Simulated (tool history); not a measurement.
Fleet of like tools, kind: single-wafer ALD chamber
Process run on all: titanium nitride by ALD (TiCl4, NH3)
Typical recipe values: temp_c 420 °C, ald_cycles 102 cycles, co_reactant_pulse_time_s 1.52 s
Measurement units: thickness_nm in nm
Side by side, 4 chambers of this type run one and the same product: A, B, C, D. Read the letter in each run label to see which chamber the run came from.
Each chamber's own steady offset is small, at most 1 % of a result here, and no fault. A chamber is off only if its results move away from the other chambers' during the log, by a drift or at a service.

run	hour	temp_c	ald_cycles	co_reactant_pulse_time_s	hours since the last thermocouple change	read-back reference wafer on the same gauge, thickness_nm	thickness_nm
1A	13.6	420	102	1.52	1081.2	2.2606	2.2323
2C	24.2	420	102	1.52	1648.6	2.2605	2.2482
3B	34.3	420	102	1.52	1326.2	2.2605	2.2508
4D	44.6	420	102	1.52	158.5	2.2607	2.2599
5A	58.4	420	102	1.52	1126	2.2618	2.2325
6D	67.4	426	102	1.52	181.3	2.2622	2.2684
7B	82.6	426	102	1.52	1374.5	2.2617	2.2585
8C	89.4	426	102	1.52	1713.8	2.263	2.2572
9B	96.6	426	102	1.52	1388.5	2.2618	2.2601
10D	106	420	102	1.52	219.9	2.2629	2.2634
11A	119.3	420	102	1.52	1186.9	2.2632	2.2359
12C	130.5	427	102	1.28	1754.9	2.2641	2.2435
13D	145.7	427	102	1.28	259.6	2.2642	2.2585
14A	155.7	427	102	1.28	1223.3	2.2651	2.2277
15C	168.7	427	102	1.28	1793.1	2.2653	2.2465
16B	179.1	420	102	1.52	1471	2.266	2.2496
17C	192.6	420	102	1.52	1817	2.2655	2.2464
18A	199.8	420	102	1.52	1267.4	2.2657	2.2357
19B	210.6	420	102	1.52	1502.5	2.266	2.2553
20D	220.6	420	102	1.52	334.5	2.2668	2.2651
21A	230.4	420	102	1.52	1298	2.2665	2.2386
22B	244	420	102	1.52	1535.9	2.2676	2.2556
23D	254.6	420	102	1.52	368.5	2.2673	2.2683
24C	263.4	420	102	1.52	1887.8	2.2678	2.2516
25D	274.4	420	102	1.52	388.3	2.2678	2.2694
26A	283.3	420	102	1.52	1350.9	2.2682	2.2418
27B	291.1	407	83	1.52	1583	2.2686	1.8229
# hour 300.2: chamber C: thermocouple changed; heater temperature recalibrated
28C	305.2	407	83	1.52	5.1	2.2684	1.8239
29A	317.5	407	83	1.52	1385.1	2.2701	1.811
30B	325.6	407	83	1.52	1617.5	2.27	1.8249
31D	335.9	420	102	1.52	449.8	2.2705	2.2784
32C	350	420	102	1.52	49.9	2.2709	2.2565
33B	362.4	420	102	1.52	1654.3	2.2703	2.2617

Is one chamber off against the others, does the gauge drift, or is nothing wrong? If a chamber is off, say which, and what the likeliest cause is.

The gauge drifts, so all chambers seem to drift together. No chamber is off.
Cause: gauge reads high (%) = 0.484.
